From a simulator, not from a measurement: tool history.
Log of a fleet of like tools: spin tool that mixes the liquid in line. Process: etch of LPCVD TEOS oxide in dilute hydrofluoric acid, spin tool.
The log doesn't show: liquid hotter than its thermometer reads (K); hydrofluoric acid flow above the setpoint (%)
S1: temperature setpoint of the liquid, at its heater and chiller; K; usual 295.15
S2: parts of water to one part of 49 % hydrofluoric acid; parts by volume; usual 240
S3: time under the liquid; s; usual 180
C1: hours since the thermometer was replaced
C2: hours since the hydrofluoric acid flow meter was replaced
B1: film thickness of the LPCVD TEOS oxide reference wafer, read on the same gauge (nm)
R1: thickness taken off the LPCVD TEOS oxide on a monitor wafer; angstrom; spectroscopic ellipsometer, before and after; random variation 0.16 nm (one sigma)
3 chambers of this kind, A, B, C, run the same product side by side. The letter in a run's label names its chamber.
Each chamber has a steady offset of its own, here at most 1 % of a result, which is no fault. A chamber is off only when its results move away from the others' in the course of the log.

| run | hour | S1 | S2 | S3 | C1 | C2 | B1 | R1 |
|---|---|---|---|---|---|---|---|---|
| 1B | 6.4 | 295.15 | 240 | 180 | 890.4 | 123.9 | 49.988 | 201.05 |
| 2A | 15.6 | 295.15 | 240 | 180 | 434.3 | 1163.9 | 50.019 | 199.31 |
| 3C | 24.4 | 295.15 | 240 | 180 | 1140 | 1230.7 | 50.021 | 200.41 |
| 4A | 30.8 | 295.15 | 240 | 180 | 449.5 | 1179.1 | 49.986 | 200.19 |
| 5B | 39.1 | 295.15 | 240 | 180 | 923.1 | 156.6 | 50.009 | 196.09 |
| 6C | 46.9 | 295.15 | 240 | 180 | 1162.5 | 1253.2 | 50.012 | 199.18 |
| 7B | 55.7 | 295.15 | 240 | 180 | 939.7 | 173.2 | 49.992 | 196.26 |
| 8A | 65.8 | 295.15 | 240 | 180 | 484.5 | 1214.1 | 49.997 | 198.42 |
| 9C | 75.6 | 295.15 | 240 | 180 | 1191.2 | 1281.9 | 49.988 | 198.45 |
| 10C | 84 | 295.15 | 240 | 180 | 1199.6 | 1290.3 | 49.985 | 197.59 |
| 11A | 91.4 | 295.15 | 240 | 180 | 510.1 | 1239.7 | 50.001 | 200.28 |
| 12B | 98.3 | 295.15 | 240 | 180 | 982.3 | 215.8 | 50.025 | 200.83 |
|  | 102.3 | chamber A: thermometer replaced |
| 13B | 103.9 | 295.15 | 240 | 180 | 987.9 | 221.4 | 50.014 | 199.46 |
| 14C | 114 | 295.15 | 240 | 180 | 1229.6 | 1320.3 | 49.987 | 196.34 |
| 15A | 121.3 | 295.15 | 240 | 180 | 19.1 | 1269.6 | 50.016 | 199.62 |
| 16A | 126.5 | 295.15 | 240 | 180 | 24.3 | 1274.8 | 49.995 | 198.71 |
| 17C | 133.9 | 295.15 | 240 | 180 | 1249.5 | 1340.2 | 49.993 | 198.78 |
| 18B | 144.1 | 295.15 | 240 | 180 | 1028.1 | 261.6 | 50.002 | 198.26 |
| 19A | 155.4 | 295.15 | 240 | 180 | 53.2 | 1303.7 | 50.009 | 197.28 |
| 20C | 166.4 | 295.15 | 240 | 180 | 1282 | 1372.7 | 49.997 | 198.69 |
| 21B | 175.8 | 296.65 | 240 | 235 | 1059.8 | 293.3 | 49.984 | 279.44 |
| 22A | 181.4 | 296.65 | 240 | 235 | 79.2 | 1329.7 | 49.976 | 277.48 |
| 23C | 189.9 | 296.65 | 240 | 235 | 1305.5 | 1396.2 | 49.985 | 277.87 |
| 24B | 201.7 | 295.15 | 240 | 180 | 1085.7 | 319.2 | 49.988 | 201.72 |
| 25A | 208.5 | 295.15 | 240 | 180 | 106.3 | 1356.8 | 50.001 | 198.73 |
| 26C | 217.9 | 295.15 | 240 | 180 | 1333.5 | 1424.2 | 50.005 | 200.76 |
| 27B | 223.3 | 295.15 | 240 | 180 | 1107.3 | 340.8 | 49.991 | 198.27 |
| 28B | 231.2 | 295.15 | 240 | 180 | 1115.2 | 348.7 | 49.997 | 201.42 |
| 29C | 236.4 | 295.15 | 240 | 180 | 1352 | 1442.7 | 50.006 | 203.51 |
| 30A | 245.2 | 295.15 | 240 | 180 | 143 | 1393.5 | 50.002 | 198.72 |
| 31A | 252 | 295.15 | 240 | 180 | 149.8 | 1400.3 | 50.006 | 199.61 |
| 32B | 258.5 | 295.15 | 240 | 180 | 1142.5 | 376 | 49.991 | 197.99 |
| 33C | 270 | 295.15 | 240 | 180 | 1385.6 | 1476.3 | 50.005 | 201.57 |
| 34B | 279.1 | 295.15 | 240 | 180 | 1163.1 | 396.6 | 49.996 | 199.49 |
| 35C | 288.6 | 295.15 | 240 | 180 | 1404.2 | 1494.9 | 50.021 | 207.26 |
| 36A | 299 | 295.15 | 240 | 180 | 196.8 | 1447.3 | 50.004 | 200.28 |
| 37B | 308.1 | 295.15 | 240 | 180 | 1192.1 | 425.6 | 49.979 | 199.11 |
| 38A | 319.8 | 295.15 | 240 | 180 | 217.6 | 1468.1 | 50 | 201.21 |
| 39C | 329.1 | 295.15 | 240 | 180 | 1444.7 | 1535.4 | 50.018 | 207.41 |
| 40C | 339.1 | 295.15 | 240 | 180 | 1454.7 | 1545.4 | 50.009 | 208.18 |
| 41A | 348 | 295.15 | 240 | 180 | 245.8 | 1496.3 | 50.004 | 200.12 |
| 42B | 353.7 | 295.15 | 240 | 180 | 1237.7 | 471.2 | 49.989 | 199.61 |

Is one chamber off against the others, does the gauge drift, or is nothing wrong? If a chamber is off, say which, and what the likeliest cause is.

Chamber C drifts away from the others.
Cause: hydrofluoric acid flow above the setpoint (%) = 4.47.
The log may not tell that from: liquid hotter than its thermometer reads (K).

Here are 4 candidates for chamber C's next run, each the usual settings with a change, their results left as question marks. Which one brings its results back in line with what the others give on the usual settings?
In line means no further than this from the other chambers' mean on the usual settings: R1 5.5 angstrom
| 43C-1 | 362.2 | 295.15 | 230 | 180 |  |  |  | ? |
| 43C-2 | 362.2 | 297.65 | 240 | 180 |  |  |  | ? |
| 43C-3 | 362.2 | 295.15 | 250 | 180 |  |  |  | ? |
| 43C-4 | 362.2 | 295.15 | 260 | 180 |  |  |  | ? |

The other chambers' mean on the usual settings: R1 199.99 angstrom
| run | R1 |
|---|---|
| 43C-1 | 219.38 |
| 43C-2 | 228.55 |
| 43C-3 | 198.1 |
| 43C-4 | 188.73 |
43C-3 brings the chamber back in line.
